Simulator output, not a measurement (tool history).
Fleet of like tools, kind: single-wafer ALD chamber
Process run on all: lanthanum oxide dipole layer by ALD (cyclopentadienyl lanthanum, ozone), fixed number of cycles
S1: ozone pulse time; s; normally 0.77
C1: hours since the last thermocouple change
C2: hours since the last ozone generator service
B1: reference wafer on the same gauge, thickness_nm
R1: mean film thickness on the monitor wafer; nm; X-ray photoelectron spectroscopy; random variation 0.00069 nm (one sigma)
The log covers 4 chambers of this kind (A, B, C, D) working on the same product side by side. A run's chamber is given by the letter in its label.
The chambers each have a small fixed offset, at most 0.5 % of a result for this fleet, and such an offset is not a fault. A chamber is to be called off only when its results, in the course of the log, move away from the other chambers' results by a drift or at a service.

run,hour,S1,C1,C2,B1,R1
1C,6.3,0.77,904.5,685.5,0.51887,0.45461
2A,12.9,0.77,1032.0,1157.2,0.51918,0.45528
3B,19.7,0.77,754.0,126.5,0.51935,0.45554
# hour 24.7: chamber A: ozone generator serviced
4D,26.2,0.77,1735.2,356.9,0.51925,0.45557
5D,35.0,0.77,1744.0,365.7,0.51941,0.45593
6A,43.7,0.77,1062.8,19.1,0.51947,0.45478
7B,50.8,0.77,785.1,157.6,0.51967,0.45550
8C,59.1,0.77,957.3,738.3,0.51977,0.45500
# hour 63.8: chamber C: ozone generator serviced
9C,67.5,0.77,965.7,3.7,0.51972,0.45398
10A,71.5,0.77,1090.6,46.9,0.51970,0.45560
11B,77.8,0.77,812.1,184.6,0.51987,0.45576
12D,81.9,0.77,1790.9,412.6,0.52004,0.45604
13D,89.0,0.77,1798.0,419.7,0.52005,0.45643
14A,97.1,0.77,1116.2,72.5,0.52003,0.45525
15B,103.6,0.56,837.9,210.4,0.52020,0.39391
16C,111.4,0.56,1009.6,47.6,0.52030,0.39053
17C,117.2,0.56,1015.4,53.4,0.52038,0.38953
18D,125.7,0.56,1834.7,456.4,0.52065,0.39063
19B,133.5,0.77,867.8,240.3,0.52068,0.45612
20A,139.5,0.77,1158.6,114.9,0.52083,0.45439
21A,144.9,0.77,1164.0,120.3,0.52071,0.45552
22D,149.3,0.77,1858.3,480.0,0.52061,0.45714
23B,156.9,0.77,891.2,263.7,0.52105,0.45515
24C,160.9,0.77,1059.1,97.1,0.52109,0.45435
25C,165.5,0.77,1063.7,101.7,0.52109,0.45565
26D,169.4,0.77,1878.4,500.1,0.52115,0.45873
27A,178.1,0.77,1197.2,153.5,0.52108,0.45655
28B,184.2,0.55,918.5,291.0,0.52139,0.39054
29A,190.5,0.55,1209.6,165.9,0.52114,0.38875
30C,196.0,0.55,1094.2,132.2,0.52139,0.38770
31D,204.9,0.55,1913.9,535.6,0.52153,0.38747
32B,211.4,0.77,945.7,318.2,0.52157,0.45728
33D,218.5,0.77,1927.5,549.2,0.52181,0.45754
# hour 220.2: chamber D: ozone generator serviced
34B,223.1,0.77,957.4,329.9,0.52174,0.45817
35A,229.2,0.77,1248.3,204.6,0.52186,0.45695
36C,233.4,0.77,1131.6,169.6,0.52177,0.45699
37A,240.2,0.77,1259.3,215.6,0.52199,0.45683
38D,245.1,0.77,1954.1,25.0,0.52212,0.45776
39B,250.8,0.77,985.1,357.6,0.52216,0.45721
40C,256.0,0.77,1154.2,192.2,0.52223,0.45771
41A,260.3,0.77,1279.4,235.7,0.52203,0.45783

The same settings go to every chamber for the next run, one line per chamber below. Forecast the results for each:
42A,266.6,0.77,,,,?
42B,266.6,0.77,,,,?
42C,266.6,0.77,,,,?
42D,266.6,0.77,,,,?

run,R1
42A,0.45684
42B,0.45852
42C,0.45714
42D,0.45803

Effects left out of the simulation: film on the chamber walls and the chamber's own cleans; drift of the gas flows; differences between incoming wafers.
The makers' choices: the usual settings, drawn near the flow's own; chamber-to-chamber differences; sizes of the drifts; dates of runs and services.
